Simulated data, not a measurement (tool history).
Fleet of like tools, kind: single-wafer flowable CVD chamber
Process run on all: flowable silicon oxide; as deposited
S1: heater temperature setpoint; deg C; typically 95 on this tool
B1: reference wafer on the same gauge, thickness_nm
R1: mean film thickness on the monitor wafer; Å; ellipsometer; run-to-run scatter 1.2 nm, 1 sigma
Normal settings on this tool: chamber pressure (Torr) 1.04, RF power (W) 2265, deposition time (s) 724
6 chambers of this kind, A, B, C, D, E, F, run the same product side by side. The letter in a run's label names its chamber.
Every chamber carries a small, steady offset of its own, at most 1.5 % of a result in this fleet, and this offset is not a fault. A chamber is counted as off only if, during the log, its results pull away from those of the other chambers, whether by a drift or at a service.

{"run": "1F", "hour": 7.9, "S1": 95, "chamber pressure (Torr)": 1.04, "RF power (W)": 2265, "deposition time (s)": 724, "B1": 639.92, "R1": 7420.8}
{"hour": 17.1, "done": "chamber F: RF generator calibrated"}
{"run": "2A", "hour": 20.4, "S1": 95, "chamber pressure (Torr)": 1.04, "RF power (W)": 2265, "deposition time (s)": 724, "B1": 640.15, "R1": 7249.8}
{"run": "3B", "hour": 28.4, "S1": 95, "chamber pressure (Torr)": 1.04, "RF power (W)": 2265, "deposition time (s)": 724, "B1": 640.53, "R1": 7347.0}
{"hour": 38.7, "done": "chamber A: RF generator calibrated"}
{"run": "4E", "hour": 43.9, "S1": 95, "chamber pressure (Torr)": 1.04, "RF power (W)": 2265, "deposition time (s)": 724, "B1": 640.32, "R1": 7446.9}
{"run": "5D", "hour": 55.6, "S1": 104, "chamber pressure (Torr)": 1.04, "RF power (W)": 2265, "deposition time (s)": 724, "B1": 640.57, "R1": 5415.0}
{"run": "6C", "hour": 70.7, "S1": 104, "chamber pressure (Torr)": 1.04, "RF power (W)": 2265, "deposition time (s)": 724, "B1": 640.41, "R1": 5457.1}
{"run": "7D", "hour": 83.7, "S1": 104, "chamber pressure (Torr)": 1.04, "RF power (W)": 2265, "deposition time (s)": 724, "B1": 640.71, "R1": 5383.1}
{"hour": 86.0, "done": "chamber C: capacitance manometer re-zeroed and calibrated"}
{"run": "8A", "hour": 96.1, "S1": 104, "chamber pressure (Torr)": 1.04, "RF power (W)": 2265, "deposition time (s)": 724, "B1": 640.65, "R1": 5368.1}
{"run": "9E", "hour": 110.6, "S1": 104, "chamber pressure (Torr)": 1.04, "RF power (W)": 2265, "deposition time (s)": 724, "B1": 640.96, "R1": 5551.0}
{"hour": 113.6, "done": "chamber A: thermocouple changed; heater temperature recalibrated"}
{"run": "10B", "hour": 125.6, "S1": 104, "chamber pressure (Torr)": 1.04, "RF power (W)": 2265, "deposition time (s)": 724, "B1": 641.2, "R1": 5474.2}
{"run": "11C", "hour": 136.4, "S1": 95, "chamber pressure (Torr)": 1.04, "RF power (W)": 2265, "deposition time (s)": 724, "B1": 641.2, "R1": 7399.2}
{"run": "12F", "hour": 146.9, "S1": 95, "chamber pressure (Torr)": 1.04, "RF power (W)": 2265, "deposition time (s)": 724, "B1": 641.2, "R1": 7429.2}
{"run": "13A", "hour": 158.7, "S1": 95, "chamber pressure (Torr)": 1.04, "RF power (W)": 2265, "deposition time (s)": 724, "B1": 641.28, "R1": 7250.3}
{"run": "14F", "hour": 168.2, "S1": 95, "chamber pressure (Torr)": 1.04, "RF power (W)": 2265, "deposition time (s)": 724, "B1": 641.36, "R1": 7423.5}
{"run": "15B", "hour": 178.6, "S1": 95, "chamber pressure (Torr)": 1.04, "RF power (W)": 2265, "deposition time (s)": 724, "B1": 641.74, "R1": 7372.0}
{"run": "16E", "hour": 191.5, "S1": 95, "chamber pressure (Torr)": 1.04, "RF power (W)": 2265, "deposition time (s)": 724, "B1": 641.59, "R1": 7486.0}
{"run": "17C", "hour": 199.6, "S1": 95, "chamber pressure (Torr)": 1.04, "RF power (W)": 2265, "deposition time (s)": 724, "B1": 641.43, "R1": 7401.5}
{"run": "18D", "hour": 208.1, "S1": 95, "chamber pressure (Torr)": 1.04, "RF power (W)": 2265, "deposition time (s)": 724, "B1": 641.92, "R1": 7320.6}
{"run": "19D", "hour": 218.2, "S1": 95, "chamber pressure (Torr)": 1.04, "RF power (W)": 2265, "deposition time (s)": 724, "B1": 641.85, "R1": 7333.1}
{"run": "20F", "hour": 225.9, "S1": 95, "chamber pressure (Torr)": 1.04, "RF power (W)": 2265, "deposition time (s)": 724, "B1": 641.56, "R1": 7429.9}
{"run": "21E", "hour": 238.4, "S1": 95, "chamber pressure (Torr)": 1.04, "RF power (W)": 2265, "deposition time (s)": 724, "B1": 642.0, "R1": 7461.2}
{"run": "22C", "hour": 247.2, "S1": 95, "chamber pressure (Torr)": 1.04, "RF power (W)": 2265, "deposition time (s)": 724, "B1": 641.81, "R1": 7391.9}
{"run": "23A", "hour": 258.6, "S1": 95, "chamber pressure (Torr)": 1.04, "RF power (W)": 2265, "deposition time (s)": 724, "B1": 642.35, "R1": 7288.9}
{"run": "24B", "hour": 273.2, "S1": 95, "chamber pressure (Torr)": 1.04, "RF power (W)": 2265, "deposition time (s)": 724, "B1": 642.47, "R1": 7349.9}
{"run": "25D", "hour": 289.8, "S1": 95, "chamber pressure (Torr)": 1.04, "RF power (W)": 2265, "deposition time (s)": 724, "B1": 642.32, "R1": 7328.9}
{"run": "26F", "hour": 300.8, "S1": 95, "chamber pressure (Torr)": 1.04, "RF power (W)": 2265, "deposition time (s)": 724, "B1": 642.55, "R1": 7431.1}
{"run": "27B", "hour": 314.6, "S1": 95, "chamber pressure (Torr)": 1.04, "RF power (W)": 2265, "deposition time (s)": 724, "B1": 642.4, "R1": 7376.1}
{"run": "28E", "hour": 322.6, "S1": 95, "chamber pressure (Torr)": 1.04, "RF power (W)": 2265, "deposition time (s)": 724, "B1": 642.77, "R1": 7477.0}
{"run": "29A", "hour": 336.1, "S1": 95, "chamber pressure (Torr)": 1.04, "RF power (W)": 2265, "deposition time (s)": 724, "B1": 642.74, "R1": 7312.8}
{"run": "30C", "hour": 347.8, "S1": 95, "chamber pressure (Torr)": 1.04, "RF power (W)": 2265, "deposition time (s)": 724, "B1": 642.88, "R1": 7418.5}
{"hour": 357.6, "done": "chamber F: capacitance manometer re-zeroed and calibrated"}
{"run": "31B", "hour": 362.5, "S1": 95, "chamber pressure (Torr)": 1.04, "RF power (W)": 2265, "deposition time (s)": 724, "B1": 643.01, "R1": 7412.8}
{"run": "32E", "hour": 371.8, "S1": 95, "chamber pressure (Torr)": 1.04, "RF power (W)": 2265, "deposition time (s)": 724, "B1": 643.23, "R1": 7483.6}
{"run": "33F", "hour": 382.7, "S1": 95, "chamber pressure (Torr)": 1.04, "RF power (W)": 2265, "deposition time (s)": 724, "B1": 643.19, "R1": 7461.3}
{"hour": 384.6, "done": "chamber D: capacitance manometer re-zeroed and calibrated"}
{"run": "34D", "hour": 393.7, "S1": 95, "chamber pressure (Torr)": 1.04, "RF power (W)": 2265, "deposition time (s)": 724, "B1": 643.06, "R1": 7365.5}
{"hour": 403.0, "done": "chamber F: thermocouple changed; heater temperature recalibrated"}
{"run": "35A", "hour": 404.6, "S1": 95, "chamber pressure (Torr)": 1.04, "RF power (W)": 2265, "deposition time (s)": 724, "B1": 643.33, "R1": 7286.0}
{"run": "36C", "hour": 412.1, "S1": 95, "chamber pressure (Torr)": 1.04, "RF power (W)": 2265, "deposition time (s)": 724, "B1": 643.32, "R1": 7417.6}
{"run": "37A", "hour": 423.7, "S1": 95, "chamber pressure (Torr)": 1.04, "RF power (W)": 2265, "deposition time (s)": 724, "B1": 643.38, "R1": 7308.7}
{"hour": 432.6, "done": "chamber B: capacitance manometer re-zeroed and calibrated"}
{"run": "38F", "hour": 435.6, "S1": 95, "chamber pressure (Torr)": 1.04, "RF power (W)": 2265, "deposition time (s)": 724, "B1": 643.78, "R1": 7470.1}
{"run": "39C", "hour": 445.5, "S1": 95, "chamber pressure (Torr)": 1.04, "RF power (W)": 2265, "deposition time (s)": 724, "B1": 643.83, "R1": 7424.8}
{"run": "40D", "hour": 458.1, "S1": 95, "chamber pressure (Torr)": 0.96, "RF power (W)": 1900, "deposition time (s)": 724, "B1": 643.91, "R1": 6441.6}
{"run": "41E", "hour": 473.4, "S1": 95, "chamber pressure (Torr)": 0.96, "RF power (W)": 1900, "deposition time (s)": 724, "B1": 643.96, "R1": 6581.5}
{"run": "42B", "hour": 489.3, "S1": 95, "chamber pressure (Torr)": 0.96, "RF power (W)": 1900, "deposition time (s)": 724, "B1": 644.15, "R1": 6487.4}

What goes on in this fleet: one chamber off, a drifting gauge, or nothing beyond the chambers' own small offsets? Name the chamber and the cause, if any.

None of the chambers is off. What moves is the gauge, dragging all their readings along together.
Likeliest cause: gauge reads high (%) = 0.646.
